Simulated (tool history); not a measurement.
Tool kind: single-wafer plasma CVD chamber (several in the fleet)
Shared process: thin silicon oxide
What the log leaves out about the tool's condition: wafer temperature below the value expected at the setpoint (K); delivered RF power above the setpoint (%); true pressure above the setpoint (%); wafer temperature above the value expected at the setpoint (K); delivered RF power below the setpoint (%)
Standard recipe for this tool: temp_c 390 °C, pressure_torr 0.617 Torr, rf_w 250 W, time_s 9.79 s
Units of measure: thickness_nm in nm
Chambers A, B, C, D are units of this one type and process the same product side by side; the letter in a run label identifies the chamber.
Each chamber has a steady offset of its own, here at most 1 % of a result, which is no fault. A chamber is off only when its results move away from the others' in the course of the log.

run   hour  temp_c  pressure_torr  rf_w  time_s  hours since the last thermocouple change  hours since the last RF generator calibration  hours since the last manometer calibration  read-back reference wafer on the same gauge, thickness_nm  thickness_nm
 1C    4.7     390          0.617   250    9.79                                     729.9                                         2263.5                                       685.3                                                     10.802        12.838
 2D    7.7     390          0.617   250    9.79                                    1750.3                                          236.2                                      1201.3                                                     10.802        12.802
 3A     13     390          0.617   250    9.79                                    1618.9                                          764.8                                        1359                                                     10.807        12.824
 4B   17.6     390          0.617   250    9.79                                    1840.7                                         1296.9                                      1925.6                                                     10.809        12.705
 5D   20.9     390          0.617   250    9.79                                    1763.5                                          249.4                                      1214.5                                                      10.81        12.755
 6A   24.9     390          0.617   250    9.79                                    1630.8                                          776.7                                      1370.9                                                     10.818        12.808
 7B   28.6     390          0.617   250    9.79                                    1851.7                                         1307.9                                      1936.6                                                     10.818        12.674
 8C   33.7     390          0.617   250    9.79                                     758.9                                         2292.5                                       714.3                                                     10.819        12.868
 9B   38.5     390          0.617   250    9.79                                    1861.6                                         1317.8                                      1946.5                                                     10.825        12.701
10D   43.4     390          0.617   250    9.79                                      1786                                          271.9                                        1237                                                     10.829         12.82
      46.4  -- chamber C: RF generator calibrated
11A   47.5     390          0.617   250    9.79                                    1653.4                                          799.3                                      1393.5                                                     10.823        12.818
12C     52     404          0.558   250    9.79                                     777.2                                            5.6                                       732.6                                                     10.833        11.451
13A   56.2     404          0.558   250    9.79                                    1662.1                                            808                                      1402.2                                                     10.833        11.417
14B   61.1     404          0.558   250    9.79                                    1884.2                                         1340.4                                      1969.1                                                     10.832         11.28
15D   66.2     404          0.558   250    9.79                                    1808.8                                          294.7                                      1259.8                                                     10.838        11.349
16C   70.6     390          0.617   250    9.79                                     795.8                                           24.2                                       751.2                                                      10.84        12.918
17D     76     390          0.617   250    9.79                                    1818.6                                          304.5                                      1269.6                                                     10.844        12.854
18A   80.6     390          0.617   250    9.79                                    1686.5                                          832.4                                      1426.6                                                     10.843        12.862
19B   84.2     390          0.617   250    9.79                                    1907.3                                         1363.5                                      1992.2                                                      10.85        12.776
20C   87.3     390          0.617   250    9.79                                     812.5                                           40.9                                       767.9                                                     10.849        12.925
21B   93.1     390          0.617   250    9.79                                    1916.2                                         1372.4                                      2001.1                                                     10.856        12.721
22A     96     390          0.617   250    9.79                                    1701.9                                          847.8                                        1442                                                     10.857        12.873
23D   99.9     399          0.617   250   10.81                                    1842.5                                          328.4                                      1293.5                                                     10.857         14.12
24C  102.7     399          0.617   250   10.81                                     827.9                                           56.3                                       783.3                                                     10.857        14.162
25A  106.9     399          0.617   250   10.81                                    1712.8                                          858.7                                      1452.9                                                     10.863        14.113
26D  112.4     399          0.617   250   10.81                                      1855                                          340.9                                        1306                                                     10.862        14.126
27C    115     390          0.617   265    9.79                                     840.2                                           68.6                                       795.6                                                     10.867        13.286
28B  117.6     390          0.617   265    9.79                                    1940.7                                         1396.9                                      2025.6                                                     10.877        13.087
29D  122.6     390          0.617   265    9.79                                    1865.2                                          351.1                                      1316.2                                                     10.876        13.205
30B  125.7     390          0.617   265    9.79                                    1948.8                                           1405                                      2033.7                                                     10.874        13.093

All 4 chambers run these settings next. Forecast each chamber's results:
31A  129.9     390          0.617   250    9.79                                                                                                                                                                                                             ?
31B  129.9     390          0.617   250    9.79                                                                                                                                                                                                             ?
31C  129.9     390          0.617   250    9.79                                                                                                                                                                                                             ?
31D  129.9     390          0.617   250    9.79                                                                                                                                                                                                             ?

run  thickness_nm
31A        12.871
31B        12.753
31C         12.94
31D        12.889
